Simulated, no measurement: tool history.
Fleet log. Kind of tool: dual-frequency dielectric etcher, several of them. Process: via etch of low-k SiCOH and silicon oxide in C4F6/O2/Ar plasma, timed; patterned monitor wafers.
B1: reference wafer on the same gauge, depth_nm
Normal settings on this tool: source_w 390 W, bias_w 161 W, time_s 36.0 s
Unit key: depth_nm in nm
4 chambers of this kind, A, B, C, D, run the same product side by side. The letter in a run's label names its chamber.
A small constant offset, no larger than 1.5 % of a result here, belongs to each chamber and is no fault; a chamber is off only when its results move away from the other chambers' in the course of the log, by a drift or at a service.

Run 1B, hour 6.3: usual settings; B1 82.327. Result: depth_nm 82.035 nm.
Run 2D, hour 12.1: usual settings; B1 82.344. Result: depth_nm 80.056 nm.
Run 3A, hour 15.8: usual settings; B1 82.330. Result: depth_nm 80.949 nm.
Run 4C, hour 21.6: usual settings; B1 82.314. Result: depth_nm 81.579 nm.
Run 5C, hour 26.9: usual settings but bias_w 148 W; B1 82.351. Result: depth_nm 79.362 nm.
Run 6B, hour 30.5: usual settings but bias_w 148 W; B1 82.353. Result: depth_nm 80.011 nm.
Run 7D, hour 35.1: usual settings but bias_w 148 W; B1 82.391. Result: depth_nm 78.332 nm.
Run 8A, hour 42.1: usual settings but bias_w 148 W; B1 82.381. Result: depth_nm 78.912 nm.
Run 9D, hour 48.2: usual settings; B1 82.368. Result: depth_nm 80.403 nm.
Run 10C, hour 52.6: usual settings; B1 82.406. Result: depth_nm 81.396 nm.
Run 11A, hour 58.3: usual settings; B1 82.398. Result: depth_nm 81.071 nm.
Run 12B, hour 65.0: usual settings; B1 82.433. Result: depth_nm 81.903 nm.
Run 13D, hour 72.3: usual settings; B1 82.440. Result: depth_nm 80.244 nm.
Run 14B, hour 79.6: usual settings; B1 82.450. Result: depth_nm 82.338 nm.
Run 15C, hour 87.3: usual settings but bias_w 139 W, time_s 42.5 s; B1 82.489. Result: depth_nm 91.876 nm.
Run 16A, hour 95.3: usual settings but bias_w 139 W, time_s 42.5 s; B1 82.482. Result: depth_nm 91.633 nm.
Run 17C, hour 99.0: usual settings but bias_w 139 W, time_s 42.5 s; B1 82.471. Result: depth_nm 92.130 nm.
Run 18B, hour 105.3: usual settings but bias_w 139 W, time_s 42.5 s; B1 82.490. Result: depth_nm 92.772 nm.
At hour 107.7: chamber A: wet clean of the chamber.
Run 19D, hour 111.2: usual settings; B1 82.501. Result: depth_nm 80.377 nm.
Run 20A, hour 115.3: usual settings; B1 82.520. Result: depth_nm 81.110 nm.
Run 21D, hour 121.9: usual settings; B1 82.529. Result: depth_nm 80.237 nm.
At hour 123.7: chamber C: wet clean of the chamber.
Run 22B, hour 129.8: usual settings; B1 82.551. Result: depth_nm 82.240 nm.
Run 23A, hour 134.1: usual settings; B1 82.540. Result: depth_nm 81.187 nm.
Run 24C, hour 139.2: usual settings; B1 82.568. Result: depth_nm 81.846 nm.
Run 25D, hour 142.6: usual settings but source_w 350 W, bias_w 133 W; B1 82.584. Result: depth_nm 72.815 nm.
Run 26B, hour 148.4: usual settings but source_w 350 W, bias_w 133 W; B1 82.583. Result: depth_nm 74.356 nm.
Run 27A, hour 152.3: usual settings but source_w 350 W, bias_w 133 W; B1 82.581. Result: depth_nm 73.435 nm.
Run 28C, hour 157.4: usual settings but source_w 350 W, bias_w 133 W; B1 82.603. Result: depth_nm 73.980 nm.
Run 29C, hour 164.6: usual settings; B1 82.622. Result: depth_nm 81.735 nm.
Run 30A, hour 171.7: usual settings; B1 82.629. Result: depth_nm 81.216 nm.
Run 31D, hour 176.5: usual settings; B1 82.639. Result: depth_nm 80.503 nm.
Run 32B, hour 183.9: usual settings; B1 82.666. Result: depth_nm 82.254 nm.
Run 33A, hour 188.3: usual settings; B1 82.646. Result: depth_nm 81.246 nm.
Run 34C, hour 194.4: usual settings; B1 82.690. Result: depth_nm 81.844 nm.
Run 35B, hour 198.5: usual settings; B1 82.672. Result: depth_nm 82.306 nm.

Decide between three cases: one chamber stands off from its peers, the gauge reading all wafers drifts, or nothing is wrong past each chamber's small offset. Where a chamber is off, say which and what most likely put it there.

No chamber is off; the gauge reading every chamber's wafers drifts, which makes the whole fleet appear to move together.
Cause: gauge reads high (%) = 0.478.
